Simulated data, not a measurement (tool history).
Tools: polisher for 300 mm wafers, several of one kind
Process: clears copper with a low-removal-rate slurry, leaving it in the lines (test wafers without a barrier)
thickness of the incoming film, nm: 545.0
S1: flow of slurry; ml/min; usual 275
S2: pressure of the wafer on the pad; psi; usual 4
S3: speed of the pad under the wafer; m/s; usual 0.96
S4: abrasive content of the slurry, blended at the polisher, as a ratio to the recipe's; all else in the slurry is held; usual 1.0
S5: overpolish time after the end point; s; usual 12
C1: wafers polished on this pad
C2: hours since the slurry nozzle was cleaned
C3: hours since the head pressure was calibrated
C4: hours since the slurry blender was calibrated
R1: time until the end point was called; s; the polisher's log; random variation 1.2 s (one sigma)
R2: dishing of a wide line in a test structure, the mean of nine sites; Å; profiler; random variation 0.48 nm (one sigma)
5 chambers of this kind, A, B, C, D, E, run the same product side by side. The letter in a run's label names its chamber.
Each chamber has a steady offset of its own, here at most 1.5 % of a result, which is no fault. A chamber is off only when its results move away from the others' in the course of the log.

Run 1D, hour 8.4: usual settings; C1 215; C2 249.0; C3 412.7; C4 146.5. Result: R1 123.76 s, R2 342.94 Å.
Run 2E, hour 20.9: usual settings; C1 1072; C2 562.2; C3 68.1; C4 356.3. Result: R1 125.74 s, R2 345.80 Å.
Run 3B, hour 30.6: usual settings; C1 667; C2 570.5; C3 506.7; C4 43.3. Result: R1 125.70 s, R2 341.17 Å.
At hour 38.0: chamber B: worn pad replaced by a new one.
Run 4A, hour 41.0: usual settings; C1 951; C2 300.0; C3 161.0; C4 347.0. Result: R1 126.21 s, R2 348.28 Å.
At hour 42.8: chamber A: worn pad replaced by a new one.
Run 5C, hour 49.3: usual settings but S1 335 ml/min; C1 819; C2 230.9; C3 208.9; C4 97.0. Result: R1 124.30 s, R2 349.53 Å.
At hour 55.9: chamber E: worn pad replaced by a new one.
Run 6C, hour 59.4: usual settings but S1 335 ml/min; C1 866; C2 241.0; C3 219.0; C4 107.1. Result: R1 123.74 s, R2 360.97 Å.
Run 7E, hour 66.9: usual settings but S1 335 ml/min; C1 51; C2 608.2; C3 114.1; C4 402.3. Result: R1 124.62 s, R2 356.68 Å.
At hour 68.2: chamber C: worn pad replaced by a new one.
Run 8A, hour 75.2: usual settings but S1 335 ml/min; C1 150; C2 334.2; C3 195.2; C4 381.2. Result: R1 125.71 s, R2 356.10 Å.
At hour 75.6: chamber C: slurry blender recalibrated.
Run 9D, hour 81.4: usual settings but S1 335 ml/min; C1 553; C2 322.0; C3 485.7; C4 219.5. Result: R1 123.14 s, R2 361.22 Å.
Run 10B, hour 93.8: usual settings; C1 258; C2 633.7; C3 569.9; C4 106.5. Result: R1 126.09 s, R2 350.76 Å.
At hour 94.1: chamber B: slurry nozzle cleaned.
At hour 97.7: chamber D: head pressure recalibrated.
At hour 101.0: chamber D: worn pad replaced by a new one.
Run 11B, hour 106.5: usual settings; C1 317; C2 12.4; C3 582.6; C4 119.2. Result: R1 126.72 s, R2 351.07 Å.
Run 12C, hour 116.4: usual settings; C1 223; C2 298.0; C3 276.0; C4 40.8. Result: R1 124.82 s, R2 349.48 Å.
Run 13E, hour 126.4: usual settings; C1 326; C2 667.7; C3 173.6; C4 461.8. Result: R1 125.94 s, R2 349.75 Å.
At hour 129.3: chamber B: head pressure recalibrated.
Run 14D, hour 139.3: usual settings; C1 177; C2 379.9; C3 41.6; C4 277.4. Result: R1 126.71 s, R2 355.86 Å.
At hour 139.9: chamber C: slurry nozzle cleaned.
Run 15A, hour 149.6: usual settings; C1 495; C2 408.6; C3 269.6; C4 455.6. Result: R1 127.25 s, R2 345.10 Å.
Run 16E, hour 161.7: usual settings but S1 315 ml/min, S3 0.76 m/s; C1 490; C2 703.0; C3 208.9; C4 497.1. Result: R1 160.85 s, R2 288.85 Å.
Run 17A, hour 174.0: usual settings but S1 315 ml/min, S3 0.76 m/s; C1 608; C2 433.0; C3 294.0; C4 480.0. Result: R1 157.33 s, R2 281.06 Å.
Run 18C, hour 185.4: usual settings but S1 315 ml/min, S3 0.76 m/s; C1 543; C2 45.5; C3 345.0; C4 109.8. Result: R1 160.45 s, R2 285.28 Å.
At hour 195.5: chamber E: slurry nozzle cleaned.
Run 19D, hour 196.5: usual settings but S1 315 ml/min, S3 0.76 m/s; C1 442; C2 437.1; C3 98.8; C4 334.6. Result: R1 155.79 s, R2 288.37 Å.
At hour 200.6: chamber C: slurry blender recalibrated.
Run 20B, hour 208.4: usual settings but S1 315 ml/min, S3 0.76 m/s; C1 789; C2 114.3; C3 79.1; C4 221.1. Result: R1 158.73 s, R2 292.59 Å.
At hour 212.1: chamber E: slurry blender recalibrated.
At hour 214.1: chamber A: slurry blender recalibrated.
Run 21C, hour 214.8: usual settings; C1 679; C2 74.9; C3 374.4; C4 14.3. Result: R1 124.32 s, R2 341.51 Å.
At hour 217.7: chamber B: worn pad replaced by a new one.
Run 22E, hour 221.2: usual settings; C1 766; C2 25.7; C3 268.4; C4 9.2. Result: R1 129.12 s, R2 347.12 Å.
Run 23B, hour 227.3: usual settings; C1 44; C2 133.2; C3 98.0; C4 240.0. Result: R1 123.35 s, R2 358.13 Å.
Run 24D, hour 240.6: usual settings; C1 647; C2 481.2; C3 142.9; C4 378.7. Result: R1 128.02 s, R2 350.09 Å.
Run 25A, hour 246.7: usual settings; C1 945; C2 505.7; C3 366.7; C4 32.7. Result: R1 127.59 s, R2 358.05 Å.
At hour 251.6: chamber D: worn pad replaced by a new one.
Run 26C, hour 259.6: usual settings but S3 0.80 m/s, S4 0.9; C1 887; C2 119.7; C3 419.2; C4 59.1. Result: R1 156.68 s, R2 295.60 Å.
At hour 265.3: chamber A: worn pad replaced by a new one.
Run 27B, hour 265.9: usual settings but S3 0.80 m/s, S4 0.9; C1 223; C2 171.8; C3 136.6; C4 278.6. Result: R1 150.59 s, R2 290.47 Å.
Run 28D, hour 273.4: usual settings but S3 0.80 m/s, S4 0.9; C1 101; C2 514.0; C3 175.7; C4 411.5. Result: R1 155.81 s, R2 288.07 Å.
At hour 273.6: chamber C: worn pad replaced by a new one.
Run 29A, hour 284.3: usual settings but S3 0.80 m/s, S4 0.9; C1 88; C2 543.3; C3 404.3; C4 70.3. Result: R1 156.77 s, R2 298.52 Å.
Run 30E, hour 293.9: usual settings but S3 0.80 m/s, S4 0.9; C1 1103; C2 98.4; C3 341.1; C4 81.9. Result: R1 153.56 s, R2 287.88 Å.
Run 31E, hour 304.1: usual settings; C1 1150; C2 108.6; C3 351.3; C4 92.1. Result: R1 125.41 s, R2 348.56 Å.
Run 32B, hour 316.7: usual settings; C1 459; C2 222.6; C3 187.4; C4 329.4. Result: R1 125.65 s, R2 347.93 Å.
Run 33C, hour 328.9: usual settings; C1 256; C2 189.0; C3 488.5; C4 128.4. Result: R1 127.88 s, R2 349.52 Å.
At hour 337.1: chamber C: slurry blender recalibrated.
Run 34D, hour 338.4: usual settings; C1 402; C2 579.0; C3 240.7; C4 476.5. Result: R1 130.25 s, R2 345.90 Å.
Run 35A, hour 351.4: usual settings; C1 399; C2 610.4; C3 471.4; C4 137.4. Result: R1 125.62 s, R2 348.46 Å.
Run 36C, hour 362.4: usual settings; C1 411; C2 222.5; C3 522.0; C4 25.4. Result: R1 126.37 s, R2 348.98 Å.
Run 37A, hour 372.8: usual settings; C1 498; C2 631.8; C3 492.8; C4 158.8. Result: R1 128.44 s, R2 347.58 Å.

Is one chamber off against the others, does the gauge drift, or is nothing wrong? If a chamber is off, say which, and what the likeliest cause is.

Chamber D drifts away from the others.
Cause: slurry flow missing at the pad, % = 37.7.
The log may not tell that from: head's pressure below its setpoint, %; abrasive missing from the slurry, %.

Here are 4 candidates for chamber D's next run, each the usual settings with a change, their results left as question marks. Which one brings its results back in line with what the others give on the usual settings?
In line means no further than this from the other chambers' mean on the usual settings: R1 4.10 s; R2 17.00 Å
Run 38D-1, hour 382.5: usual settings but S2 4.2 psi, S3 1.02 m/s. Result: R1 ?, R2 ?.
Run 38D-2, hour 382.5: usual settings but S2 3.8 psi, S3 0.90 m/s. Result: R1 ?, R2 ?.
Run 38D-3, hour 382.5: usual settings but S2 4.1 psi, S3 0.98 m/s. Result: R1 ?, R2 ?.
Run 38D-4, hour 382.5: usual settings but S2 3.9 psi, S3 0.94 m/s. Result: R1 ?, R2 ?.

The other chambers' mean on the usual settings: R1 126.36 s; R2 349.88 Å
  run      R1      R2
38D-1  119.14  365.71
38D-2  148.80  301.89
38D-3  126.92  346.55
38D-4  138.95  320.41
38D-3 brings the chamber back in line.

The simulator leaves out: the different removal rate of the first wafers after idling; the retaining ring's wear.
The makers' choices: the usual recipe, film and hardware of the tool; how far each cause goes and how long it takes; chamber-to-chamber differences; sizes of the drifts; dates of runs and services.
